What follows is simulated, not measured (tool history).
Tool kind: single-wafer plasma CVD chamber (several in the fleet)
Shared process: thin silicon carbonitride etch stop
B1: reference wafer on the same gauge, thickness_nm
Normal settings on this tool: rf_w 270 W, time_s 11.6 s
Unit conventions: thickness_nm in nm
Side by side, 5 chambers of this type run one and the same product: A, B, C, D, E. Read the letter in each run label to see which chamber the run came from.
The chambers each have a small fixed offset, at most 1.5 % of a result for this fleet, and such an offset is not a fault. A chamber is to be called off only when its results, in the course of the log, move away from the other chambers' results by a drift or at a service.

Run 1A, hour 6.1: usual settings; B1 7.4494. Result: thickness_nm 7.319 nm.
Run 2E, hour 12.4: usual settings; B1 7.4538. Result: thickness_nm 7.1809 nm.
Run 3B, hour 25.5: usual settings; B1 7.4547. Result: thickness_nm 7.2763 nm.
Run 4D, hour 33.3: usual settings; B1 7.4492. Result: thickness_nm 7.2173 nm.
Run 5C, hour 39.2: usual settings; B1 7.4487. Result: thickness_nm 7.1468 nm.
Run 6E, hour 46.7: usual settings; B1 7.4503. Result: thickness_nm 7.1695 nm.
Run 7D, hour 57.6: usual settings; B1 7.4515. Result: thickness_nm 7.2198 nm.
Run 8C, hour 69.2: usual settings; B1 7.4507. Result: thickness_nm 7.1459 nm.
Run 9B, hour 76.2: usual settings; B1 7.4501. Result: thickness_nm 7.2679 nm.
Run 10A, hour 85.4: usual settings; B1 7.4532. Result: thickness_nm 7.2966 nm.
Run 11A, hour 96.8: usual settings; B1 7.4482. Result: thickness_nm 7.3032 nm.
Run 12D, hour 104.3: usual settings; B1 7.448. Result: thickness_nm 7.1906 nm.
Run 13C, hour 112.4: usual settings but rf_w 310 W, time_s 12.7 s; B1 7.4558. Result: thickness_nm 8.1536 nm.
Run 14B, hour 124.7: usual settings but rf_w 310 W, time_s 12.7 s; B1 7.4475. Result: thickness_nm 8.2627 nm.
Run 15E, hour 137.6: usual settings but rf_w 310 W, time_s 12.7 s; B1 7.4492. Result: thickness_nm 8.1189 nm.
Run 16A, hour 147.6: usual settings but rf_w 310 W, time_s 12.7 s; B1 7.4484. Result: thickness_nm 8.3236 nm.
Run 17D, hour 158.3: usual settings but rf_w 310 W, time_s 12.7 s; B1 7.4523. Result: thickness_nm 8.2356 nm.
Run 18E, hour 170.8: usual settings but time_s 10.7 s; B1 7.452. Result: thickness_nm 6.5661 nm.
Run 19B, hour 180.7: usual settings but time_s 10.7 s; B1 7.45. Result: thickness_nm 6.6779 nm.
Run 20C, hour 188.8: usual settings but time_s 10.7 s; B1 7.4465. Result: thickness_nm 6.571 nm.
Run 21A, hour 198.5: usual settings but time_s 10.7 s; B1 7.4523. Result: thickness_nm 6.771 nm.
Run 22C, hour 210.1: usual settings but time_s 10.7 s; B1 7.4512. Result: thickness_nm 6.6023 nm.
Run 23E, hour 219.3: usual settings; B1 7.447. Result: thickness_nm 7.1315 nm.
Run 24B, hour 225.3: usual settings; B1 7.4473. Result: thickness_nm 7.2626 nm.
Run 25D, hour 233.3: usual settings; B1 7.4474. Result: thickness_nm 7.2014 nm.
Run 26E, hour 246.2: usual settings; B1 7.4469. Result: thickness_nm 7.0986 nm.
Run 27C, hour 252.5: usual settings; B1 7.4448. Result: thickness_nm 7.1624 nm.
Run 28D, hour 263.3: usual settings; B1 7.453. Result: thickness_nm 7.2312 nm.
Run 29A, hour 269.7: usual settings but rf_w 225 W, time_s 9.9 s; B1 7.4517. Result: thickness_nm 5.9172 nm.
Run 30B, hour 275.9: usual settings but rf_w 225 W, time_s 9.9 s; B1 7.4524. Result: thickness_nm 5.8765 nm.
Run 31A, hour 286.1: usual settings but rf_w 225 W, time_s 9.9 s; B1 7.4474. Result: thickness_nm 5.9101 nm.
Run 32C, hour 297.5: usual settings but rf_w 225 W, time_s 9.9 s; B1 7.4499. Result: thickness_nm 5.8043 nm.
Run 33B, hour 304.3: usual settings but rf_w 225 W, time_s 9.9 s; B1 7.4572. Result: thickness_nm 5.8576 nm.
Run 34E, hour 313.3: usual settings; B1 7.4487. Result: thickness_nm 7.089 nm.
Run 35D, hour 319.8: usual settings; B1 7.4464. Result: thickness_nm 7.2014 nm.
Run 36E, hour 331.5: usual settings; B1 7.4495. Result: thickness_nm 7.094 nm.
Run 37C, hour 345: usual settings; B1 7.4532. Result: thickness_nm 7.1585 nm.
Run 38A, hour 352.6: usual settings; B1 7.4524. Result: thickness_nm 7.2938 nm.
Run 39B, hour 359.2: usual settings but rf_w 295 W, time_s 10.6 s; B1 7.4499. Result: thickness_nm 6.781 nm.

Decide between three cases: one chamber stands off from its peers, the gauge reading all wafers drifts, or nothing is wrong past each chamber's small offset. Where a chamber is off, say which and what most likely put it there.

Little by little, chamber E moves away from the other chambers.
What lies behind it: delivered RF power below the setpoint (%) = 4.48.

Below are 4 candidate recipes for chamber E's next run, each the usual settings with a change, their results shown as question marks. Which of them brings E's results back in line with what the other chambers give on the usual settings?
In-line tolerance around the mean of the other chambers on the usual settings: thickness_nm 0.065 nm
Run 40E-1, hour 369: usual settings but time_s 11.3 s. Result: thickness_nm ?.
Run 40E-2, hour 369: usual settings but rf_w 230 W. Result: thickness_nm ?.
Run 40E-3, hour 369: usual settings but time_s 11.9 s. Result: thickness_nm ?.
Run 40E-4, hour 369: usual settings but time_s 12.2 s. Result: thickness_nm ?.

On the usual settings, the other chambers give on average: thickness_nm 7.2332 nm
  run  thickness_nm
40E-1        6.8916
40E-2        6.7426
40E-3        7.2575
40E-4        7.4405
Change 40E-3 lands the chamber within the allowed miss of the other chambers.
